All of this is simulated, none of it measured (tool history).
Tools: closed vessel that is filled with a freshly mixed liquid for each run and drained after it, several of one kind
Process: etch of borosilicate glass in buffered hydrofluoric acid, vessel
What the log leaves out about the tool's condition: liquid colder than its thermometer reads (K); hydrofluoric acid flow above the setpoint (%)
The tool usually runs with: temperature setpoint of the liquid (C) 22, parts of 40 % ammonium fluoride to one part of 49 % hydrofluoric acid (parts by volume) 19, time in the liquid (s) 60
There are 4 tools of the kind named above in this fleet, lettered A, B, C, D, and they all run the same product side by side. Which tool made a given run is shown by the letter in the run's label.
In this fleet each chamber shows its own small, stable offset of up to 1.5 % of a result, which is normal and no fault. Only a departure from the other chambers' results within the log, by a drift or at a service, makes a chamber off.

| run | hour | temperature setpoint of the liquid (C) | parts of 40 % ammonium fluoride to one part of 49 % hydrofluoric acid (parts by volume) | time in the liquid (s) | hours since the thermometer was replaced | hours since the hydrofluoric acid flow meter was replaced | read-back film thickness of the borosilicate glass reference wafer, read on the same gauge (nm) | thickness taken off the borosilicate glass on a monitor wafer (Å) |
|---|---|---|---|---|---|---|---|---|
| 1D | 11.2 | 22 | 19 | 60 | 1096.5 | 304.4 | 109.99 | 356.25 |
| 2C | 21.8 | 22 | 19 | 60 | 144.4 | 112.4 | 109.97 | 358.41 |
| 3A | 34.7 | 22 | 19 | 60 | 1020 | 207.5 | 110 | 360.18 |
| 4B | 43.9 | 22 | 19 | 60 | 491.4 | 1454.6 | 110 | 357.37 |
| 5B | 52.6 | 22 | 19 | 60 | 500.1 | 1463.3 | 109.98 | 362.38 |
| 6A | 66 | 22 | 19 | 60 | 1051.3 | 238.8 | 110.03 | 361.62 |
| 7D | 76 | 22 | 19 | 60 | 1161.3 | 369.2 | 110.05 | 358.74 |
| 8C | 83.9 | 22 | 19 | 60 | 206.5 | 174.5 | 110.03 | 358.27 |
| 9D | 93.9 | 22 | 19 | 60 | 1179.2 | 387.1 | 110 | 358.67 |
| 10B | 103 | 22 | 19 | 60 | 550.5 | 1513.7 | 110.06 | 358.54 |
| 11C | 114.6 | 22 | 15 | 60 | 237.2 | 205.2 | 110 | 455 |
| 12A | 125 | 22 | 15 | 60 | 1110.3 | 297.8 | 109.96 | 455.3 |
| 13D | 133.1 | 22 | 15 | 60 | 1218.4 | 426.3 | 110.02 | 455.05 |
| 14A | 145.7 | 22 | 15 | 60 | 1131 | 318.5 | 110 | 456.69 |
| 15B | 152.9 | 22 | 19 | 60 | 600.4 | 1563.6 | 109.99 | 360.09 |
|  | 155.3 | chamber D: hydrofluoric acid flow meter replaced |
| 16C | 162.5 | 22 | 19 | 60 | 285.1 | 253.1 | 110 | 359.16 |
| 17B | 171.6 | 22 | 19 | 60 | 619.1 | 1582.3 | 110.01 | 358.67 |
| 18A | 181.1 | 22 | 19 | 60 | 1166.4 | 353.9 | 109.97 | 363.47 |
| 19D | 190.4 | 22 | 19 | 90 | 1275.7 | 35.1 | 110.06 | 535.52 |
| 20C | 199.4 | 22 | 19 | 90 | 322 | 290 | 109.99 | 535.37 |
| 21B | 207.4 | 22 | 19 | 90 | 654.9 | 1618.1 | 109.99 | 538.98 |
| 22C | 219 | 22 | 19 | 90 | 341.6 | 309.6 | 109.99 | 536.24 |
| 23D | 233.2 | 22 | 19 | 60 | 1318.5 | 77.9 | 110 | 353.29 |
| 24A | 242.8 | 22 | 19 | 60 | 1228.1 | 415.6 | 110 | 362.14 |
| 25A | 253.3 | 22 | 19 | 60 | 1238.6 | 426.1 | 109.97 | 365.44 |
| 26B | 262.7 | 22 | 19 | 60 | 710.2 | 1673.4 | 109.99 | 360.72 |
| 27D | 272.1 | 22 | 19 | 60 | 1357.4 | 116.8 | 109.98 | 358.34 |
|  | 279.6 | chamber B: thermometer replaced |
| 28C | 282.7 | 22 | 13.5 | 75 | 405.3 | 373.3 | 110.02 | 629.33 |
| 29C | 293.9 | 22 | 13.5 | 75 | 416.5 | 384.5 | 110 | 633.74 |
| 30A | 308 | 22 | 13.5 | 75 | 1293.3 | 480.8 | 109.97 | 642.17 |
| 31D | 320.2 | 22 | 13.5 | 75 | 1405.5 | 164.9 | 109.96 | 628.43 |
| 32B | 331.2 | 22 | 19 | 60 | 51.6 | 1741.9 | 110.03 | 359.57 |
| 33D | 338.4 | 22 | 19 | 60 | 1423.7 | 183.1 | 110 | 357.67 |
| 34A | 347.5 | 22 | 19 | 60 | 1332.8 | 520.3 | 109.99 | 367.09 |
| 35C | 355.9 | 22 | 19 | 60 | 478.5 | 446.5 | 110 | 359.79 |
| 36B | 366 | 22 | 19 | 60 | 86.4 | 1776.7 | 110.05 | 362.52 |
| 37B | 376.7 | 22 | 19 | 60 | 97.1 | 1787.4 | 109.99 | 363.2 |

Read the log: is a single chamber off, either drifting away or since a service, is the gauge that measures every chamber drifting, or is nothing wrong beyond small per-chamber offsets? Name any odd chamber and what most likely caused it.

It is chamber A that slowly wanders off from its peers.
Most likely cause: hydrofluoric acid flow above the setpoint (%) = 2.44.
Not necessarily distinguishable in this log from: liquid hotter than its thermometer reads (K).

Here are 4 candidates for chamber A's next run, each the usual settings with a change, their results left as question marks. Which one brings its results back in line with what the others give on the usual settings?
In line here means within this much of the mean the other chambers give on the usual settings: thickness taken off the borosilicate glass on a monitor wafer (Å) 5
| 38A-1 | 386.9 | 22 | 20 | 60 |  |  |  | ? |
| 38A-2 | 386.9 | 22 | 18 | 60 |  |  |  | ? |
| 38A-3 | 386.9 | 22 | 18.5 | 60 |  |  |  | ? |
| 38A-4 | 386.9 | 22 | 19.5 | 60 |  |  |  | ? |

What the other chambers average on the usual settings: thickness taken off the borosilicate glass on a monitor wafer (Å) 358.79
| run | thickness taken off the borosilicate glass on a monitor wafer (Å) |
|---|---|
| 38A-1 | 349.21 |
| 38A-2 | 387.85 |
| 38A-3 | 377.4 |
| 38A-4 | 358.13 |
The right change is 38A-4: it brings the chamber back within the allowed miss of the others.
